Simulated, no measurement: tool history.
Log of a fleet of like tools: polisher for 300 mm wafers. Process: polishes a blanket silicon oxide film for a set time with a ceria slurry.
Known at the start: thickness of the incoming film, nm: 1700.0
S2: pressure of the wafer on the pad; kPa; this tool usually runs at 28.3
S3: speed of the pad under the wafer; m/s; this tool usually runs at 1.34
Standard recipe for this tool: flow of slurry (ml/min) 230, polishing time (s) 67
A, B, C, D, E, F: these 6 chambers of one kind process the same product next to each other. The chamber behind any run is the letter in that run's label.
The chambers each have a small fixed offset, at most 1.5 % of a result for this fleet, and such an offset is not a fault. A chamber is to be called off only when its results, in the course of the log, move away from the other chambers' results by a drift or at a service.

Run 1F, day 0.371: usual settings. Result: film removed (angstrom) 4838.5.
At day 0.571: chamber B: worn pad replaced by a new one.
Run 2B, day 0.758: usual settings. Result: film removed (angstrom) 4877.3.
At day 0.929: chamber E: head pressure recalibrated.
Run 3A, day 1.262: usual settings. Result: film removed (angstrom) 4946.5.
At day 1.500: chamber D: worn pad replaced by a new one.
Run 4D, day 1.738: usual settings. Result: film removed (angstrom) 4885.6.
Run 5E, day 1.979: usual settings but S3 1.60 m/s, polishing time (s) 87. Result: film removed (angstrom) 7428.4.
At day 2.208: chamber F: worn pad replaced by a new one.
Run 6C, day 2.304: usual settings but S3 1.60 m/s, polishing time (s) 87. Result: film removed (angstrom) 7489.8.
At day 2.600: chamber E: worn pad replaced by a new one.
Run 7C, day 2.688: usual settings but S3 1.60 m/s, polishing time (s) 87. Result: film removed (angstrom) 7679.1.
Run 8A, day 3.029: usual settings but S3 1.60 m/s, polishing time (s) 87. Result: film removed (angstrom) 7697.8.
At day 3.104: chamber E: slurry nozzle cleaned.
At day 3.104: chamber C: worn pad replaced by a new one.
Run 9D, day 3.454: usual settings but S3 1.60 m/s, polishing time (s) 87. Result: film removed (angstrom) 7600.3.
Run 10F, day 3.688: usual settings but S3 1.60 m/s, polishing time (s) 87. Result: film removed (angstrom) 7635.3.
Run 11E, day 4.196: usual settings. Result: film removed (angstrom) 4804.6.
Run 12B, day 4.446: usual settings but flow of slurry (ml/min) 305, S2 33.1 kPa. Result: film removed (angstrom) 5772.8.
Run 13B, day 4.929: usual settings but flow of slurry (ml/min) 305, S2 33.1 kPa. Result: film removed (angstrom) 5922.7.
At day 4.958: chamber B: worn pad replaced by a new one.
Run 14E, day 5.167: usual settings but flow of slurry (ml/min) 305, S2 33.1 kPa. Result: film removed (angstrom) 5796.3.
Run 15D, day 5.442: usual settings but flow of slurry (ml/min) 305, S2 33.1 kPa. Result: film removed (angstrom) 5840.7.
At day 5.600: chamber F: worn pad replaced by a new one.
Run 16A, day 5.733: usual settings but flow of slurry (ml/min) 305, S2 33.1 kPa. Result: film removed (angstrom) 5786.0.
Run 17F, day 5.975: usual settings but flow of slurry (ml/min) 305, S2 33.1 kPa. Result: film removed (angstrom) 5819.6.
Run 18C, day 6.258: usual settings. Result: film removed (angstrom) 4942.5.
Run 19A, day 6.717: usual settings. Result: film removed (angstrom) 4699.2.
Run 20E, day 7.079: usual settings. Result: film removed (angstrom) 4795.5.
At day 7.162: chamber C: worn pad replaced by a new one.
At day 7.229: chamber E: worn pad replaced by a new one.
Run 21D, day 7.325: usual settings. Result: film removed (angstrom) 4913.0.
At day 7.492: chamber C: slurry nozzle cleaned.
At day 7.658: chamber D: worn pad replaced by a new one.
Run 22C, day 7.692: usual settings. Result: film removed (angstrom) 4944.6.
Run 23B, day 8.200: usual settings but flow of slurry (ml/min) 170, S2 34.5 kPa. Result: film removed (angstrom) 5710.9.
Run 24F, day 8.438: usual settings but flow of slurry (ml/min) 170, S2 34.5 kPa. Result: film removed (angstrom) 5711.2.
At day 8.688: chamber B: worn pad replaced by a new one.
Run 25A, day 8.688: usual settings but flow of slurry (ml/min) 170, S2 34.5 kPa. Result: film removed (angstrom) 5463.3.
Run 26C, day 9.150: usual settings but flow of slurry (ml/min) 170, S2 34.5 kPa. Result: film removed (angstrom) 5792.2.
At day 9.167: chamber F: worn pad replaced by a new one.
Run 27F, day 9.608: usual settings but flow of slurry (ml/min) 170, S2 34.5 kPa. Result: film removed (angstrom) 5672.6.
Run 28E, day 9.883: usual settings but flow of slurry (ml/min) 170, S2 34.5 kPa. Result: film removed (angstrom) 5585.4.
At day 10.017: chamber A: slurry nozzle cleaned.
Run 29D, day 10.167: usual settings. Result: film removed (angstrom) 4938.3.
Run 30B, day 10.612: usual settings. Result: film removed (angstrom) 4850.1.
At day 10.821: chamber E: worn pad replaced by a new one.
Run 31D, day 11.046: usual settings. Result: film removed (angstrom) 4821.9.
Run 32F, day 11.358: usual settings. Result: film removed (angstrom) 4851.4.
Run 33E, day 11.779: usual settings. Result: film removed (angstrom) 4791.7.
At day 11.992: chamber C: worn pad replaced by a new one.
At day 12.254: chamber B: worn pad replaced by a new one.
Run 34B, day 12.258: usual settings. Result: film removed (angstrom) 4834.2.
Run 35C, day 12.608: usual settings. Result: film removed (angstrom) 4809.3.
Run 36A, day 13.108: usual settings. Result: film removed (angstrom) 4521.9.
Run 37C, day 13.333: usual settings. Result: film removed (angstrom) 4894.3.
Run 38A, day 13.562: usual settings. Result: film removed (angstrom) 4614.3.

Which is it: a chamber that has drifted or been left off by a service, a gauge drift common to all chambers, or only each chamber's usual small offset? If a chamber is off, name it and its likeliest cause.

Chamber A drifts away from the others.
Cause: removal rate lost through wear of the pad, % = 7.35.
It could be hard to tell apart here from: head's pressure below its setpoint, %.

Here are 4 candidates for chamber A's next run, each the usual settings with a change, their results left as question marks. Which one brings its results back in line with what the others give on the usual settings?
In-line tolerance around the mean of the other chambers on the usual settings: film removed (angstrom) 150.0
Run 39A-1, day 13.925: usual settings but flow of slurry (ml/min) 140. Result: film removed (angstrom) ?.
Run 39A-2, day 13.925: usual settings but flow of slurry (ml/min) 265. Result: film removed (angstrom) ?.
Run 39A-3, day 13.925: usual settings but S3 1.32 m/s. Result: film removed (angstrom) ?.
Run 39A-4, day 13.925: usual settings but S2 29.0 kPa, S3 1.38 m/s, polishing time (s) 69. Result: film removed (angstrom) ?.

Mean of the other chambers on the usual settings: film removed (angstrom) 4862.8
  run  film removed (angstrom)
39A-1                   4192.6
39A-2                   4580.1
39A-3                   4442.0
39A-4                   4901.7
Change 39A-4 lands the chamber within the allowed miss of the other chambers.
